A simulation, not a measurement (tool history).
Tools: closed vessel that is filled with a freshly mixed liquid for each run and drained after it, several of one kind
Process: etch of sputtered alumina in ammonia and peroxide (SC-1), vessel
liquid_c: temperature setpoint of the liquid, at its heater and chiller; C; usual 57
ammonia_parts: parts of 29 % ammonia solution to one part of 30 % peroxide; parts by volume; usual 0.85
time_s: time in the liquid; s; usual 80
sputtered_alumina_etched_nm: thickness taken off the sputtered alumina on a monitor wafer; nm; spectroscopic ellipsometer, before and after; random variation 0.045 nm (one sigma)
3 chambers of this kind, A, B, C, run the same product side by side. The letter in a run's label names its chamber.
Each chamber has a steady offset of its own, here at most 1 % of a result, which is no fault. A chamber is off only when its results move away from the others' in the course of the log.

run  hour  liquid_c  ammonia_parts  time_s  read-back film thickness of the sputtered alumina reference wafer, read on the same gauge (nm)  sputtered_alumina_etched_nm
 1A   2.8        57           0.85      80                                                                                          70.017                       6.9110
 2B   4.9        57           0.85      80                                                                                          70.000                       6.8476
 3C   8.9        57           0.85      80                                                                                          69.954                       6.9291
 4A  11.1        57           0.85      80                                                                                          69.977                       6.9615
 5C  14.5        57           0.85      80                                                                                          69.998                       6.9361
 6B  17.8        57           0.85      80                                                                                          69.980                       6.7776
 7B  20.3        57           0.85      80                                                                                          69.969                       6.8189
 8A  22.7        57           0.85      80                                                                                          69.957                       6.9268
 9C  25.8        57           0.85      80                                                                                          69.976                       6.9334
10B  27.8        57           0.85      80                                                                                          70.013                       6.8285
11A  29.7        57           0.85      80                                                                                          70.030                       6.8960
12C  31.7        57           0.85     105                                                                                          70.041                       9.2040
13B  34.7        57           0.85     105                                                                                          69.945                       9.0466
14A  36.6        57           0.85     105                                                                                          69.993                       9.1588
15C  39.3        57           0.70     120                                                                                          69.933                      10.4690
16A  42.6        57           0.70     120                                                                                          70.002                      10.3230
17C  45.3        57           0.70     120                                                                                          70.000                      10.5320
18B  47.4        57           0.85      80                                                                                          69.989                       6.8101
19C  50.4        57           0.55      80                                                                                          70.013                       6.8658
20A  53.6        57           0.55      80                                                                                          69.986                       6.6620
21B  57.5        57           0.55      80                                                                                          69.999                       6.5719
22A  59.7        57           0.85      80                                                                                          69.993                       6.9475
23C  63.1        57           1.05      80                                                                                          70.035                       7.2612
24B  65.1        57           1.05      80                                                                                          69.987                       6.9493
25C  68.8        57           1.05      80                                                                                          70.027                       7.3826
26B  72.8        50           0.85     125                                                                                          69.984                       7.3174
27A  75.5        50           0.85     125                                                                                          70.023                       7.4407
28C  78.4        50           0.85     125                                                                                          70.027                       7.7416
29B  82.4        57           0.85      80                                                                                          70.014                       6.7995
30A  85.5        57           0.85      80                                                                                          70.024                       7.0462
31A  89.3        57           0.85      80                                                                                          70.007                       7.0241
32C  93.0        57           0.85      80                                                                                          70.018                       7.2067
33B  96.7        50           0.85      55                                                                                          69.987                       3.2582

What goes on in this fleet: one chamber off, a drifting gauge, or nothing beyond the chambers' own small offsets? Name the chamber and the cause, if any.

Chamber C drifts away from the others.
Cause: liquid hotter than its thermometer reads (K) = 0.992.

Here are 4 candidates for chamber C's next run, each the usual settings with a change, their results left as question marks. Which one brings its results back in line with what the others give on the usual settings?
In line means no further than this from the other chambers' mean on the usual settings: sputtered_alumina_etched_nm 0.1600 nm
34C-1  99.8        57           0.70      80                                                                                                                            ?
34C-2  99.8        57           1.00      80                                                                                                                            ?
34C-3  99.8        58           0.85      80                                                                                                                            ?
34C-4  99.8        56           0.85      80                                                                                                                            ?

The other chambers' mean on the usual settings: sputtered_alumina_etched_nm 6.8982 nm
  run  sputtered_alumina_etched_nm
34C-1                       7.1489
34C-2                       7.3968
34C-3                       7.6705
34C-4                       6.9160
34C-4 brings the chamber back in line.
